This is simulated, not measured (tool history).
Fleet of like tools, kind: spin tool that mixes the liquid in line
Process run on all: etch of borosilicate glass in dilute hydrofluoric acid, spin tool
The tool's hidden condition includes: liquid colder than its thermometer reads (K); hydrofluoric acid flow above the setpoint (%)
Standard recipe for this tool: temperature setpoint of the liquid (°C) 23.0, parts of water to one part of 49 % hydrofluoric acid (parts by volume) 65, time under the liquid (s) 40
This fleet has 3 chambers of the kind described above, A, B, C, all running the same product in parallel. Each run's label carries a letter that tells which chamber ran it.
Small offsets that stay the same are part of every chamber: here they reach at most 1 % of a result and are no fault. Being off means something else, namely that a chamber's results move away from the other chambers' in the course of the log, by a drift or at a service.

| run | hour | temperature setpoint of the liquid (°C) | parts of water to one part of 49 % hydrofluoric acid (parts by volume) | time under the liquid (s) | hours since the thermometer was replaced | hours since the hydrofluoric acid flow meter was replaced | read-back film thickness of the borosilicate glass reference wafer, read on the same gauge (nm) | thickness taken off the borosilicate glass on a monitor wafer (angstrom) |
|---|---|---|---|---|---|---|---|---|
| 1B | 3.3 | 23.0 | 65 | 40 | 826.8 | 1236.3 | 110.03 | 245.93 |
| 2C | 7.2 | 23.0 | 65 | 40 | 496.1 | 790.3 | 110.02 | 241.29 |
| 3A | 12.8 | 23.0 | 65 | 40 | 63.5 | 1387.7 | 109.99 | 246.01 |
| 4B | 19.2 | 23.0 | 65 | 40 | 842.7 | 1252.2 | 110.00 | 245.95 |
| 5A | 25.2 | 23.0 | 65 | 40 | 75.9 | 1400.1 | 109.95 | 243.73 |
| 6C | 29.1 | 23.0 | 65 | 40 | 518.0 | 812.2 | 109.99 | 244.12 |
| 7C | 35.8 | 23.0 | 65 | 40 | 524.7 | 818.9 | 110.00 | 243.44 |
| 8B | 39.9 | 23.0 | 65 | 40 | 863.4 | 1272.9 | 109.98 | 247.03 |
| 9A | 43.7 | 23.0 | 65 | 40 | 94.4 | 1418.6 | 110.01 | 244.51 |
| 10C | 50.6 | 23.0 | 55 | 65 | 539.5 | 833.7 | 110.02 | 469.27 |
| 11B | 56.1 | 23.0 | 55 | 65 | 879.6 | 1289.1 | 109.99 | 475.50 |
| 12A | 60.9 | 23.0 | 55 | 65 | 111.6 | 1435.8 | 110.00 | 476.74 |
| 13B | 66.3 | 23.0 | 65 | 40 | 889.8 | 1299.3 | 110.02 | 246.13 |
| 14A | 71.3 | 23.0 | 65 | 20 | 122.0 | 1446.2 | 110.03 | 120.82 |
| 15C | 76.8 | 23.0 | 65 | 20 | 565.7 | 859.9 | 110.02 | 120.07 |
| 16A | 81.2 | 23.0 | 65 | 20 | 131.9 | 1456.1 | 110.02 | 120.90 |
| 17B | 85.6 | 23.0 | 65 | 40 | 909.1 | 1318.6 | 110.00 | 246.54 |
| 18C | 89.7 | 23.0 | 65 | 40 | 578.6 | 872.8 | 110.03 | 237.43 |
| 19B | 94.2 | 23.0 | 65 | 40 | 917.7 | 1327.2 | 110.01 | 247.38 |
| 20C | 97.8 | 23.0 | 65 | 40 | 586.7 | 880.9 | 110.01 | 237.30 |
| 21A | 103.6 | 23.0 | 65 | 40 | 154.3 | 1478.5 | 110.04 | 248.14 |
| 22B | 109.9 | 23.0 | 65 | 40 | 933.4 | 1342.9 | 110.02 | 244.95 |
| 23C | 113.5 | 23.0 | 65 | 40 | 602.4 | 896.6 | 109.95 | 235.32 |
| 24A | 118.6 | 23.0 | 65 | 40 | 169.3 | 1493.5 | 109.98 | 241.67 |
| 25A | 123.6 | 23.0 | 65 | 40 | 174.3 | 1498.5 | 110.02 | 242.08 |
| 26C | 126.8 | 23.0 | 85 | 40 | 615.7 | 909.9 | 110.00 | 171.72 |
| 27B | 132.5 | 23.0 | 85 | 40 | 956.0 | 1365.5 | 110.05 | 181.31 |
| 28A | 138.7 | 23.0 | 85 | 40 | 189.4 | 1513.6 | 110.01 | 182.66 |
| 29C | 144.8 | 23.0 | 65 | 40 | 633.7 | 927.9 | 109.98 | 232.53 |
| 30B | 151.6 | 19.5 | 65 | 50 | 975.1 | 1384.6 | 109.99 | 263.85 |
| 31A | 158.0 | 19.5 | 65 | 50 | 208.7 | 1532.9 | 110.04 | 260.81 |
| 32B | 161.5 | 19.5 | 65 | 50 | 985.0 | 1394.5 | 110.00 | 263.23 |
| 33C | 165.7 | 23.0 | 65 | 40 | 654.6 | 948.8 | 110.00 | 224.11 |
| 34A | 169.8 | 23.0 | 65 | 40 | 220.5 | 1544.7 | 110.00 | 242.77 |
| 35B | 174.0 | 23.0 | 65 | 40 | 997.5 | 1407.0 | 110.03 | 245.16 |
| 36C | 177.9 | 23.0 | 75 | 55 | 666.8 | 961.0 | 110.00 | 265.05 |
| 37B | 184.9 | 23.0 | 75 | 55 | 1008.4 | 1417.9 | 110.00 | 284.63 |
| 38C | 188.4 | 23.0 | 75 | 55 | 677.3 | 971.5 | 109.99 | 265.59 |
| 39A | 194.0 | 23.0 | 65 | 40 | 244.7 | 1568.9 | 110.03 | 241.32 |
| 40A | 200.1 | 23.0 | 65 | 40 | 250.8 | 1575.0 | 109.99 | 245.06 |
| 41C | 206.5 | 23.0 | 65 | 40 | 695.4 | 989.6 | 110.02 | 219.87 |

Which is it: a chamber that has drifted or been left off by a service, a gauge drift common to all chambers, or only each chamber's usual small offset? If a chamber is off, name it and its likeliest cause.

One chamber, C, drifts off from the rest bit by bit.
What lies behind it: liquid colder than its thermometer reads (K) = 2.35.
The log might look much the same if the cause were instead: hydrofluoric acid flow below the setpoint (%).

Here are 4 candidates for chamber C's next run, each the usual settings with a change, their results left as question marks. Which one brings its results back in line with what the others give on the usual settings?
In-line tolerance around the mean of the other chambers on the usual settings: thickness taken off the borosilicate glass on a monitor wafer (angstrom) 7.10
| 42C-1 | 211.6 | 19.0 | 65 | 40 |  |  |  | ? |
| 42C-2 | 211.6 | 27.0 | 65 | 40 |  |  |  | ? |
| 42C-3 | 211.6 | 25.5 | 65 | 40 |  |  |  | ? |
| 42C-4 | 211.6 | 22.5 | 70 | 40 |  |  |  | ? |

Average result of the remaining chambers running the usual settings: thickness taken off the borosilicate glass on a monitor wafer (angstrom) 244.38
| run | thickness taken off the borosilicate glass on a monitor wafer (angstrom) |
|---|---|
| 42C-1 | 186.04 |
| 42C-2 | 258.66 |
| 42C-3 | 243.53 |
| 42C-4 | 198.99 |
42C-3 puts the chamber back in line with the other chambers.
